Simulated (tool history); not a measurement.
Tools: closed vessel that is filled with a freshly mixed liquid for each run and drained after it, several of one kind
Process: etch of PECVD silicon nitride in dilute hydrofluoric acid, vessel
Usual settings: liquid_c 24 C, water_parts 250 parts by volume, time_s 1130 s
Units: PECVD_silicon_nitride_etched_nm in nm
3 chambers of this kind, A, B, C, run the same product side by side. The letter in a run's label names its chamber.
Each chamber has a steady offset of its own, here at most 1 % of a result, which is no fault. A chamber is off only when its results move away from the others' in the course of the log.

run    day  liquid_c  water_parts  time_s  read-back film thickness of the PECVD silicon nitride reference wafer, read on the same gauge (nm)  PECVD_silicon_nitride_etched_nm
 1C  0.350        24          250    1130                                                                                              99.979                           7.8477
 2B  0.571        24          250    1130                                                                                              99.964                           7.8459
 3A  1.000        24          250    1130                                                                                              99.993                           7.8545
 4C  1.242        24          250    1130                                                                                              99.969                           7.8064
 5A  1.621        24          250    1130                                                                                              99.999                           7.8048
 6B  2.067        24          250    1130                                                                                              99.992                           7.8449
 7B  2.429        24          150    1350                                                                                              99.993                          15.5040
 8A  2.779        24          150    1350                                                                                              99.988                          15.7110
 9C  3.150        24          150    1350                                                                                             100.030                          15.8630
10C  3.404        24          250    1130                                                                                              99.964                           7.9003
11B  3.858        24          250    1130                                                                                              99.991                           7.8253
12A  4.092        24          250    1130                                                                                             100.010                           7.8860
     4.208  -- chamber A: thermometer replaced
13B  4.467        24          250    1130                                                                                             100.020                           7.8430
14A  4.796        24          250    1130                                                                                              99.968                           7.8447
15C  5.004        24          250    1130                                                                                             100.000                           8.0397
16C  5.225        22          250    1460                                                                                             100.010                           9.2141
17A  5.588        22          250    1460                                                                                             100.010                           8.8830
18B  5.896        22          250    1460                                                                                              99.964                           8.9634
19A  6.104        24          250    1130                                                                                             100.010                           7.8747
20B  6.325        24          250    1130                                                                                              99.978                           7.8427
21C  6.688        24          250    1130                                                                                             100.010                           8.1008
22A  7.104        24          250    1130                                                                                             100.020                           7.8279
23C  7.421        24          250    1130                                                                                             100.030                           8.1912

What goes on in this fleet: one chamber off, a drifting gauge, or nothing beyond the chambers' own small offsets? Name the chamber and the cause, if any.

Chamber C drifts away from the others.
Cause: liquid hotter than its thermometer reads (K) = 0.8.
The log may not tell that from: hydrofluoric acid flow above the setpoint (%).

Here are 4 candidates for chamber C's next run, each the usual settings with a change, their results left as question marks. Which one brings its results back in line with what the others give on the usual settings?
In line means no further than this from the other chambers' mean on the usual settings: PECVD_silicon_nitride_etched_nm 0.0930 nm
24C-1  7.750        24          240    1180                                                                                                                                    ?
24C-2  7.750        24          250    1175                                                                                                                                    ?
24C-3  7.750        24          250    1035                                                                                                                                    ?
24C-4  7.750        24          260    1130                                                                                                                                    ?

The other chambers' mean on the usual settings: PECVD_silicon_nitride_etched_nm 7.8443 nm
  run  PECVD_silicon_nitride_etched_nm
24C-1                           8.9094
24C-2                           8.5133
24C-3                           7.4989
24C-4                           7.8694
24C-4 brings the chamber back in line.
